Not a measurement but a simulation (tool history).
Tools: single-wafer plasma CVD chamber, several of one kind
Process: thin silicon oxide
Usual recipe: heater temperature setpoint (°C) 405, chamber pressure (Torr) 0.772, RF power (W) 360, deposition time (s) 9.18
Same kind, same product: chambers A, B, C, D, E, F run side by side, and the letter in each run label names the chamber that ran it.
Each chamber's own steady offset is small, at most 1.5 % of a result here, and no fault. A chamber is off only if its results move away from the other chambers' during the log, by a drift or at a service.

run    day  heater temperature setpoint (°C)  chamber pressure (Torr)  RF power (W)  deposition time (s)  read-back reference wafer on the same gauge, thickness_nm  mean film thickness on the monitor wafer (Å)
 1B  0.183                               405                    0.772           360                 9.18                                                     19.092                                        173.54
 2E  0.304                               405                    0.772           360                 9.18                                                     19.131                                        172.15
 3C  0.550                               405                    0.772           360                 9.18                                                     19.096                                        172.51
 4D  0.771                               405                    0.772           360                 9.18                                                     19.121                                        172.57
 5A  0.946                               405                    0.772           360                 9.18                                                     19.104                                        171.92
 6F  1.108                               405                    0.772           360                 9.18                                                     19.086                                        173.60
 7E  1.367                               405                    0.772           360                 9.18                                                     19.068                                        172.68
 8D  1.625                               405                    0.772           360                 9.18                                                     19.112                                        174.62
 9A  1.829                               405                    0.772           360                 9.18                                                     19.094                                        171.71
10B  2.046                               405                    0.772           360                 9.18                                                     19.107                                        173.12
11F  2.262                               405                    0.772           360                 9.18                                                     19.091                                        171.70
12C  2.425                               417                    0.772           360                 9.18                                                     19.103                                        170.47
     2.496  -- chamber C: capacitance manometer re-zeroed and calibrated
13A  2.617                               417                    0.772           360                 9.18                                                     19.103                                        171.67
     2.675  -- chamber F: RF generator calibrated
14B  2.796                               417                    0.772           360                 9.18                                                     19.107                                        173.28
15D  2.946                               417                    0.772           360                 9.18                                                     19.097                                        172.51
16F  3.067                               417                    0.772           360                 9.18                                                     19.111                                        173.46
17E  3.283                               417                    0.772           360                 9.18                                                     19.098                                        171.32
18C  3.467                               405                    0.772           360                 9.18                                                     19.103                                        163.52
19D  3.658                               405                    0.772           360                 9.18                                                     19.101                                        174.56
20F  3.871                               405                    0.772           360                 9.18                                                     19.115                                        174.85
21C  4.071                               405                    0.772           410                 9.18                                                     19.100                                        170.54
     4.088  -- chamber F: thermocouple changed; heater temperature recalibrated
22E  4.217                               405                    0.772           410                 9.18                                                     19.110                                        181.67
23B  4.421                               405                    0.772           410                 9.18                                                     19.108                                        181.16
24A  4.679                               405                    0.772           410                 9.18                                                     19.081                                        181.31
25D  4.842                               405                    0.772           410                 9.18                                                     19.103                                        180.86
     4.929  -- chamber C: thermocouple changed; heater temperature recalibrated
26A  4.983                               405                    0.772           410                 9.18                                                     19.110                                        181.70
27E  5.225                               405                    0.772           360                 9.18                                                     19.090                                        172.91
28F  5.417                               405                    0.772           360                 9.18                                                     19.089                                        172.33
29C  5.625                               405                    0.772           360                 9.18                                                     19.092                                        163.82
30B  5.762                               405                    0.772           360                 9.18                                                     19.113                                        174.26
31F  5.992                               405                    0.772           360                 9.18                                                     19.126                                        173.61
32A  6.125                               405                    0.772           360                 9.18                                                     19.098                                        173.35
33B  6.308                               405                    0.772           360                 9.18                                                     19.102                                        174.53
34E  6.450                               405                    0.772           360                 9.18                                                     19.083                                        172.35
35D  6.629                               405                    0.772           360                 9.18                                                     19.089                                        174.43
36C  6.754                               398                    0.590           360                 9.18                                                     19.096                                        123.46
37A  6.879                               398                    0.590           360                 9.18                                                     19.096                                        132.61
38F  7.121                               398                    0.590           360                 9.18                                                     19.083                                        130.48
39C  7.312                               398                    0.590           360                 9.18                                                     19.117                                        121.53
40B  7.504                               398                    0.590           360                 9.18                                                     19.093                                        130.68

Decide between three cases: one chamber stands off from its peers, the gauge reading all wafers drifts, or nothing is wrong past each chamber's small offset. Where a chamber is off, say which and what most likely put it there.

Chamber C came out of a service off from its peers and stayed that way.
Cause: true pressure below the setpoint (%) = 4.69.

Below are 4 candidate recipes for chamber C's next run, each the usual settings with a change, their results shown as question marks. Which of them brings C's results back in line with what the other chambers give on the usual settings?
A result is in line if it is within this distance of the other chambers' mean on the usual settings: mean film thickness on the monitor wafer (Å) 2.60
41C-1  7.692                               405                    0.747           355                 9.00                                                                                                        ?
41C-2  7.692                               405                    0.759           360                 9.08                                                                                                        ?
41C-3  7.692                               405                    0.785           360                 9.28                                                                                                        ?
41C-4  7.692                               405                    0.772           365                 9.63                                                                                                        ?

The mean the other chambers reach with the usual settings: mean film thickness on the monitor wafer (Å) 173.52
  run  mean film thickness on the monitor wafer (Å)
41C-1                                        154.16
41C-2                                        159.03
41C-3                                        168.41
41C-4                                        172.56
41C-4 is the one that brings the chamber's results back in line with the other chambers.

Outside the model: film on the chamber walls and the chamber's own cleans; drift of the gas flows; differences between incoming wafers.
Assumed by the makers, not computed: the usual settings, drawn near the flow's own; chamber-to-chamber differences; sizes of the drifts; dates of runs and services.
